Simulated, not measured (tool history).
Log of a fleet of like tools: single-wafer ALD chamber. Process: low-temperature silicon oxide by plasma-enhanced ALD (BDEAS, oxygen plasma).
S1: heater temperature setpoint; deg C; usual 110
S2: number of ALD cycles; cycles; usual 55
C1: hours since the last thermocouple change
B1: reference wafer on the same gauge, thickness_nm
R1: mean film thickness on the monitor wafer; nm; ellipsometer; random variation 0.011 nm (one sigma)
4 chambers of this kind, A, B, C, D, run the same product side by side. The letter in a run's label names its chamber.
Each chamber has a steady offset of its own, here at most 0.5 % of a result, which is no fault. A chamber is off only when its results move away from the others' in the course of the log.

{"run": "1D", "hour": 6.7, "S1": 110, "S2": 55, "C1": 84.8, "B1": 7.2911, "R1": 7.7501}
{"run": "2A", "hour": 11.6, "S1": 110, "S2": 55, "C1": 342.4, "B1": 7.2937, "R1": 7.7018}
{"run": "3B", "hour": 17.4, "S1": 110, "S2": 55, "C1": 102.1, "B1": 7.2949, "R1": 7.7206}
{"run": "4C", "hour": 24.7, "S1": 110, "S2": 55, "C1": 500.9, "B1": 7.2972, "R1": 7.7424}
{"run": "5A", "hour": 32.5, "S1": 110, "S2": 55, "C1": 363.3, "B1": 7.2948, "R1": 7.6808}
{"run": "6D", "hour": 41.7, "S1": 110, "S2": 55, "C1": 119.8, "B1": 7.2994, "R1": 7.7831}
{"run": "7B", "hour": 51.5, "S1": 110, "S2": 55, "C1": 136.2, "B1": 7.3012, "R1": 7.7245}
{"run": "8C", "hour": 57.3, "S1": 110, "S2": 55, "C1": 533.5, "B1": 7.3051, "R1": 7.7495}
{"run": "9A", "hour": 62.2, "S1": 110, "S2": 55, "C1": 393, "B1": 7.3051, "R1": 7.7007}
{"run": "10D", "hour": 72.1, "S1": 110, "S2": 55, "C1": 150.2, "B1": 7.3076, "R1": 7.7826}
{"run": "11C", "hour": 76.5, "S1": 110, "S2": 55, "C1": 552.7, "B1": 7.3095, "R1": 7.7664}
{"run": "12B", "hour": 84.9, "S1": 110, "S2": 55, "C1": 169.6, "B1": 7.3105, "R1": 7.752}
{"run": "13B", "hour": 91.3, "S1": 110, "S2": 55, "C1": 176, "B1": 7.3114, "R1": 7.7594}
{"run": "14D", "hour": 100.7, "S1": 110, "S2": 55, "C1": 178.8, "B1": 7.3117, "R1": 7.7746}
{"run": "15A", "hour": 105.2, "S1": 110, "S2": 55, "C1": 436, "B1": 7.3132, "R1": 7.6983}
{"run": "16C", "hour": 110.1, "S1": 120, "S2": 55, "C1": 586.3, "B1": 7.3163, "R1": 7.6162}
{"run": "17D", "hour": 116.2, "S1": 120, "S2": 55, "C1": 194.3, "B1": 7.3164, "R1": 7.6491}
{"run": "18B", "hour": 121.8, "S1": 120, "S2": 55, "C1": 206.5, "B1": 7.3185, "R1": 7.6111}
{"run": "19C", "hour": 130.5, "S1": 120, "S2": 55, "C1": 606.7, "B1": 7.3206, "R1": 7.6039}
{"run": "20A", "hour": 140.1, "S1": 110, "S2": 55, "C1": 470.9, "B1": 7.3212, "R1": 7.7181}
{"run": "21D", "hour": 145.0, "S1": 110, "S2": 55, "C1": 223.1, "B1": 7.3231, "R1": 7.7752}
{"run": "22A", "hour": 151.9, "S1": 110, "S2": 55, "C1": 482.7, "B1": 7.3248, "R1": 7.7245}
{"run": "23B", "hour": 159.4, "S1": 110, "S2": 55, "C1": 244.1, "B1": 7.3277, "R1": 7.7657}
{"run": "24C", "hour": 167.7, "S1": 110, "S2": 55, "C1": 643.9, "B1": 7.3298, "R1": 7.7895}
{"run": "25B", "hour": 174.9, "S1": 110, "S2": 55, "C1": 259.6, "B1": 7.3305, "R1": 7.7781}
{"run": "26A", "hour": 179.8, "S1": 110, "S2": 55, "C1": 510.6, "B1": 7.3321, "R1": 7.7209}

What goes on in this fleet: one chamber off, a drifting gauge, or nothing beyond the chambers' own small offsets? Name the chamber and the cause, if any.

The gauge drifts, so all chambers seem to drift together. No chamber is off.
Cause: gauge reads high (%) = 0.591.
